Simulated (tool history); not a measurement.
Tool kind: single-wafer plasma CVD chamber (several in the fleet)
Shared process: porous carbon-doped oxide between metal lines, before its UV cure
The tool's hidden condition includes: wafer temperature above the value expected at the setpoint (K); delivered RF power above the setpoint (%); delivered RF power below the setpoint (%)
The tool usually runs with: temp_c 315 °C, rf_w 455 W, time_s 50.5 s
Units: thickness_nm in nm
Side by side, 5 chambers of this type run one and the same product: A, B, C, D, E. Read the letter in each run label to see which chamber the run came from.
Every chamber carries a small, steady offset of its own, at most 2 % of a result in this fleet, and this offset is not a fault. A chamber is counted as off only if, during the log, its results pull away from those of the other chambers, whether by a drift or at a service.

| run | hour | temp_c | rf_w | time_s | hours since the last thermocouple change | hours since the last RF generator calibration | read-back reference wafer on the same gauge, thickness_nm | thickness_nm |
|---|---|---|---|---|---|---|---|---|
| 1D | 5.7 | 315 | 455 | 50.5 | 681.2 | 825.4 | 225.01 | 227.57 |
| 2E | 17 | 315 | 455 | 50.5 | 1189 | 412.4 | 224.75 | 235.59 |
| 3C | 26.2 | 315 | 455 | 50.5 | 564 | 189.3 | 225.09 | 230.1 |
| 4A | 35.1 | 315 | 455 | 50.5 | 386.9 | 230.4 | 224.96 | 232.48 |
| 5B | 46.4 | 315 | 415 | 50.5 | 1248 | 1041.7 | 224.94 | 216.21 |
| 6D | 57.8 | 315 | 415 | 50.5 | 733.3 | 877.5 | 225 | 213.37 |
|  | 60.3 | chamber E: thermocouple changed; heater temperature recalibrated |
| 7B | 69.6 | 315 | 415 | 50.5 | 1271.2 | 1064.9 | 224.79 | 215.34 |
| 8C | 76.3 | 315 | 415 | 50.5 | 614.1 | 239.4 | 225.05 | 215.12 |
| 9A | 83.1 | 315 | 415 | 50.5 | 434.9 | 278.4 | 225.15 | 218.11 |
| 10E | 92.6 | 315 | 455 | 50.5 | 32.4 | 488 | 224.92 | 233.03 |
| 11B | 98.3 | 315 | 455 | 50.5 | 1299.9 | 1093.6 | 224.98 | 232.33 |
| 12D | 105.7 | 315 | 455 | 50.5 | 781.2 | 925.4 | 224.71 | 229.21 |
| 13E | 111.9 | 315 | 455 | 43.9 | 51.7 | 507.3 | 225.07 | 205.57 |
| 14C | 119.4 | 315 | 455 | 43.9 | 657.2 | 282.5 | 225.3 | 204.73 |
| 15A | 124.9 | 315 | 455 | 43.9 | 476.7 | 320.2 | 224.9 | 201.6 |
| 16C | 134.3 | 315 | 455 | 43.9 | 672.1 | 297.4 | 225.11 | 201.21 |
| 17D | 144.2 | 315 | 455 | 43.9 | 819.7 | 963.9 | 224.97 | 199.14 |
| 18E | 150.9 | 315 | 455 | 50.5 | 90.7 | 546.3 | 224.73 | 235.71 |
| 19B | 161.4 | 315 | 455 | 50.5 | 1363 | 1156.7 | 225.12 | 233.04 |
| 20A | 171.4 | 315 | 455 | 50.5 | 523.2 | 366.7 | 224.94 | 230.27 |
| 21B | 181.3 | 315 | 455 | 50.5 | 1382.9 | 1176.6 | 225.03 | 230.76 |
| 22D | 187 | 315 | 455 | 50.5 | 862.5 | 1006.7 | 225.03 | 228.6 |
| 23C | 198.5 | 315 | 455 | 50.5 | 736.3 | 361.6 | 225.16 | 231.46 |
| 24E | 207.2 | 315 | 455 | 50.5 | 147 | 602.6 | 225.32 | 234.5 |
| 25A | 219 | 315 | 455 | 50.5 | 570.8 | 414.3 | 224.88 | 233.16 |
| 26E | 229.1 | 315 | 455 | 50.5 | 168.9 | 624.5 | 225.14 | 236.63 |
| 27C | 236 | 315 | 455 | 50.5 | 773.8 | 399.1 | 224.96 | 231.88 |
| 28A | 245.2 | 315 | 455 | 50.5 | 597 | 440.5 | 224.95 | 234.86 |
| 29D | 255 | 315 | 455 | 50.5 | 930.5 | 1074.7 | 224.95 | 229.64 |
| 30B | 261.8 | 315 | 455 | 50.5 | 1463.4 | 1257.1 | 225.03 | 231.13 |
| 31B | 271.1 | 315 | 455 | 50.5 | 1472.7 | 1266.4 | 225.08 | 230.24 |
| 32A | 281.5 | 315 | 455 | 50.5 | 633.3 | 476.8 | 224.99 | 232.3 |
| 33D | 289.9 | 315 | 455 | 50.5 | 965.4 | 1109.6 | 224.88 | 229.62 |
| 34C | 301.5 | 315 | 455 | 50.5 | 839.3 | 464.6 | 224.99 | 231.53 |
| 35E | 309.9 | 315 | 455 | 50.5 | 249.7 | 705.3 | 224.79 | 236.8 |
| 36B | 315.6 | 315 | 455 | 50.5 | 1517.2 | 1310.9 | 224.8 | 233.58 |
| 37E | 326.4 | 315 | 455 | 50.5 | 266.2 | 721.8 | 224.82 | 234.35 |
| 38C | 331.9 | 315 | 455 | 50.5 | 869.7 | 495 | 224.93 | 232.45 |
| 39D | 339.2 | 315 | 515 | 54 | 1014.7 | 1158.9 | 225.18 | 266.55 |
| 40A | 344.7 | 315 | 515 | 54 | 696.5 | 540 | 224.97 | 271.17 |
| 41B | 352.3 | 315 | 515 | 54 | 1553.9 | 1347.6 | 224.96 | 269.38 |

One chamber off, gauge drift, or nothing amiss beyond the chambers' own small offsets? If it is a chamber, which one, and what is the likeliest cause?

All chambers stay in line apart from their small fixed offsets, and the gauge does not drift.
